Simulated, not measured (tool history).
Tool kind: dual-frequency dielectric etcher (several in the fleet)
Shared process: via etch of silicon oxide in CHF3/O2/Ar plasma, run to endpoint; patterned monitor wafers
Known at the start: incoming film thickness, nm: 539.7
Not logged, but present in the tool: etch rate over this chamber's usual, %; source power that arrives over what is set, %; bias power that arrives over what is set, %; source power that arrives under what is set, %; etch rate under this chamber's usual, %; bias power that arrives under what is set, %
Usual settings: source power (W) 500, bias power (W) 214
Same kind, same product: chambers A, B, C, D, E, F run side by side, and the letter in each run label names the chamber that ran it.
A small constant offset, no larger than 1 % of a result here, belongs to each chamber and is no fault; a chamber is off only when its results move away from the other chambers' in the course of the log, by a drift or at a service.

run	hour	source power (W)	bias power (W)	hours since the last wet clean	hours since the last source power generator calibration	hours since the last bias power generator calibration	endpoint time (s)
1A	3.8	500	214	224.9	3432.1	3321.9	276.09
2F	9.2	500	214	384.7	1046.6	1248.1	276.47
# hour 13.7: chamber C: wet clean of the chamber
3C	15.8	500	214	2.1	368.2	640.6	274.8
4E	22.6	500	214	329.7	895.3	4118.6	273.25
5B	27.6	500	214	108	1367.9	3657.9	275.57
6D	32	430	244	271	3011.6	1155.7	279
7D	37.2	430	244	276.2	3016.8	1160.9	276.21
8B	43.7	430	244	124.1	1384	3674	275.82
9A	50.1	430	244	271.2	3478.4	3368.2	278.21
10F	56.9	430	244	432.4	1094.3	1295.8	277.61
11C	61.7	430	244	48	414.1	686.5	275.99
12E	69	500	184	376.1	941.7	4165	290.89
13E	75.6	500	184	382.7	948.3	4171.6	287.06
14B	81.1	500	184	161.5	1421.4	3711.4	291.28
15C	88.6	500	184	74.9	441	713.4	288.02
16F	93	500	184	468.5	1130.4	1331.9	290.4
17D	97.6	500	184	336.6	3077.2	1221.3	286.62
18A	104.3	500	170	325.4	3532.6	3422.4	298.1
19E	110.7	500	170	417.8	983.4	4206.7	296.73
20D	114.8	500	170	353.8	3094.4	1238.5	296.35
21C	119.2	500	170	105.5	471.6	744	296.23
22F	123.1	500	170	498.6	1160.5	1362	299.56
23A	128.9	500	170	350	3557.2	3447	298.02
24B	136.7	500	214	217.1	1477	3767	276.76
25B	142.3	500	214	222.7	1482.6	3772.6	275.23
26D	149.8	610	233	388.8	3129.4	1273.5	245.58
27E	157.6	610	233	464.7	1030.3	4253.6	246.56
28C	161.8	610	233	148.1	514.2	786.6	247.65
29F	169.2	610	233	544.7	1206.6	1408.1	252.21
30A	176.6	610	233	397.7	3604.9	3494.7	248.72
31B	183.3	610	233	263.7	1523.6	3813.6	249.18
32A	190.9	500	214	412	3619.2	3509	275.76
# hour 192.6: chamber E: wet clean of the chamber
33E	195.7	540	236	3.1	1068.4	4291.7	258.04
34C	199.7	540	236	186	552.1	824.5	257.94
# hour 201.5: chamber A: wet clean of the chamber
35D	205	540	236	444	3184.6	1328.7	256.33
36F	210.6	540	236	586.1	1248	1449.5	264.66
37C	215.4	540	236	201.7	567.8	840.2	257.63
# hour 215.9: chamber A: source power generator calibrated
38B	220.5	540	236	300.9	1560.8	3850.8	258.83
39A	226	500	214	24.6	10.1	3544.1	276.6
40D	231.9	500	214	470.9	3211.5	1355.6	273.23
41E	235.6	500	214	43	1108.3	4331.6	273.97

For the next run the whole fleet of 6 chambers uses the same settings. Give each chamber's results:
42A	241.2	500	214				?
42B	241.2	500	214				?
42C	241.2	500	214				?
42D	241.2	500	214				?
42E	241.2	500	214				?
42F	241.2	500	214				?

run	endpoint time (s)
42A	276.91
42B	276.63
42C	274.37
42D	273.73
42E	274.53
42F	284.6
